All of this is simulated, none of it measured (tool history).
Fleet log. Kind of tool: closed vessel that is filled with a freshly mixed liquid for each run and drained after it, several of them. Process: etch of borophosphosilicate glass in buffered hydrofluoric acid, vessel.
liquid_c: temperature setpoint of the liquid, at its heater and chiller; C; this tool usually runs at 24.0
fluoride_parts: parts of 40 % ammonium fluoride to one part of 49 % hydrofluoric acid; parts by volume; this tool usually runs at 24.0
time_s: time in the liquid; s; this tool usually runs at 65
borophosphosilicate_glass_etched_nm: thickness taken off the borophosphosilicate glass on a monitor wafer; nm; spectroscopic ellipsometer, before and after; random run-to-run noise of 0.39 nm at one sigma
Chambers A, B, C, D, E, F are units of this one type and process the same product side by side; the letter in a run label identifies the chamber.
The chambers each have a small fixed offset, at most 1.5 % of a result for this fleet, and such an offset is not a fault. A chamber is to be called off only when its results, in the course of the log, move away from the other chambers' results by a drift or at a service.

| run | hour | liquid_c | fluoride_parts | time_s | hours since the thermometer was replaced | hours since the hydrofluoric acid flow meter was replaced | read-back film thickness of the borophosphosilicate glass reference wafer, read on the same gauge (nm) | borophosphosilicate_glass_etched_nm |
|---|---|---|---|---|---|---|---|---|
| 1A | 11.8 | 24.0 | 24.0 | 65 | 84.6 | 152.3 | 150.01 | 54.423 |
| 2B | 19.0 | 24.0 | 24.0 | 65 | 195.2 | 477.9 | 150.01 | 54.174 |
| 3D | 26.5 | 24.0 | 24.0 | 65 | 1692.1 | 405.3 | 150.00 | 53.418 |
| 4E | 33.3 | 24.0 | 24.0 | 65 | 475.6 | 115.0 | 150.04 | 53.888 |
| 5C | 46.4 | 24.0 | 24.0 | 65 | 91.2 | 678.0 | 150.01 | 54.246 |
| 6F | 58.7 | 24.0 | 24.0 | 65 | 1529.6 | 716.1 | 150.00 | 53.379 |
| 7E | 69.7 | 24.0 | 24.0 | 35 | 512.0 | 151.4 | 150.01 | 29.093 |
| 8B | 77.7 | 24.0 | 24.0 | 35 | 253.9 | 536.6 | 150.02 | 29.381 |
| 9C | 88.7 | 24.0 | 24.0 | 35 | 133.5 | 720.3 | 149.99 | 29.452 |
| 10F | 95.6 | 24.0 | 24.0 | 35 | 1566.5 | 753.0 | 149.99 | 28.987 |
| 11D | 109.8 | 24.0 | 24.0 | 35 | 1775.4 | 488.6 | 149.99 | 28.783 |
| 12A | 117.1 | 24.0 | 24.0 | 35 | 189.9 | 257.6 | 149.96 | 29.205 |
| 13F | 125.0 | 24.0 | 24.0 | 65 | 1595.9 | 782.4 | 149.99 | 54.006 |
| 14C | 137.8 | 24.0 | 24.0 | 65 | 182.6 | 769.4 | 150.00 | 53.934 |
| 15D | 151.7 | 24.0 | 24.0 | 65 | 1817.3 | 530.5 | 149.98 | 53.608 |
| 16B | 159.0 | 24.0 | 24.0 | 65 | 335.2 | 617.9 | 150.01 | 54.601 |
| 17A | 172.9 | 24.0 | 24.0 | 65 | 245.7 | 313.4 | 150.01 | 54.969 |
| 18E | 181.1 | 24.0 | 24.0 | 65 | 623.4 | 262.8 | 150.01 | 54.108 |
| 19A | 194.0 | 24.0 | 27.5 | 65 | 266.8 | 334.5 | 150.01 | 49.827 |
| 20D | 208.4 | 24.0 | 27.5 | 65 | 1874.0 | 587.2 | 149.97 | 48.656 |
| 21E | 218.1 | 24.0 | 27.5 | 65 | 660.4 | 299.8 | 150.00 | 49.771 |
| 22F | 231.6 | 24.0 | 27.5 | 65 | 1702.5 | 889.0 | 150.04 | 49.678 |
| 23C | 244.2 | 24.0 | 27.5 | 65 | 289.0 | 875.8 | 150.00 | 49.161 |
| 24B | 252.3 | 24.0 | 27.5 | 65 | 428.5 | 711.2 | 150.01 | 49.119 |
| 25B | 264.1 | 26.5 | 30.0 | 65 | 440.3 | 723.0 | 150.02 | 53.774 |
| 26C | 273.3 | 26.5 | 30.0 | 65 | 318.1 | 904.9 | 149.97 | 52.979 |
| 27F | 285.2 | 26.5 | 30.0 | 65 | 1756.1 | 942.6 | 150.01 | 53.463 |
|  | 293.4 | chamber C: hydrofluoric acid flow meter replaced |
| 28A | 294.1 | 26.5 | 30.0 | 65 | 366.9 | 434.6 | 149.99 | 53.797 |
| 29E | 303.6 | 26.5 | 30.0 | 65 | 745.9 | 385.3 | 149.99 | 52.867 |
| 30D | 314.5 | 26.5 | 30.0 | 65 | 1980.1 | 693.3 | 150.01 | 52.638 |
| 31A | 323.1 | 24.0 | 24.0 | 65 | 395.9 | 463.6 | 150.00 | 54.377 |
| 32F | 329.9 | 24.0 | 24.0 | 65 | 1800.8 | 987.3 | 149.98 | 53.841 |
| 33B | 343.3 | 24.0 | 24.0 | 65 | 519.5 | 802.2 | 149.98 | 53.718 |
| 34E | 356.9 | 24.0 | 24.0 | 65 | 799.2 | 438.6 | 150.01 | 54.190 |
| 35C | 370.1 | 24.0 | 24.0 | 65 | 414.9 | 76.8 | 150.00 | 54.212 |
| 36D | 383.7 | 24.0 | 24.0 | 35 | 2049.3 | 762.5 | 150.01 | 28.924 |

All chambers now run identical settings, listed one chamber a line with results as question marks. What results will each chamber show?
| 37A | 394.4 | 24.0 | 24.0 | 65 |  |  |  | ? |
| 37B | 394.4 | 24.0 | 24.0 | 65 |  |  |  | ? |
| 37C | 394.4 | 24.0 | 24.0 | 65 |  |  |  | ? |
| 37D | 394.4 | 24.0 | 24.0 | 65 |  |  |  | ? |
| 37E | 394.4 | 24.0 | 24.0 | 65 |  |  |  | ? |
| 37F | 394.4 | 24.0 | 24.0 | 65 |  |  |  | ? |

| run | borophosphosilicate_glass_etched_nm |
|---|---|
| 37A | 54.766 |
| 37B | 53.978 |
| 37C | 54.012 |
| 37D | 53.973 |
| 37E | 54.170 |
| 37F | 54.223 |
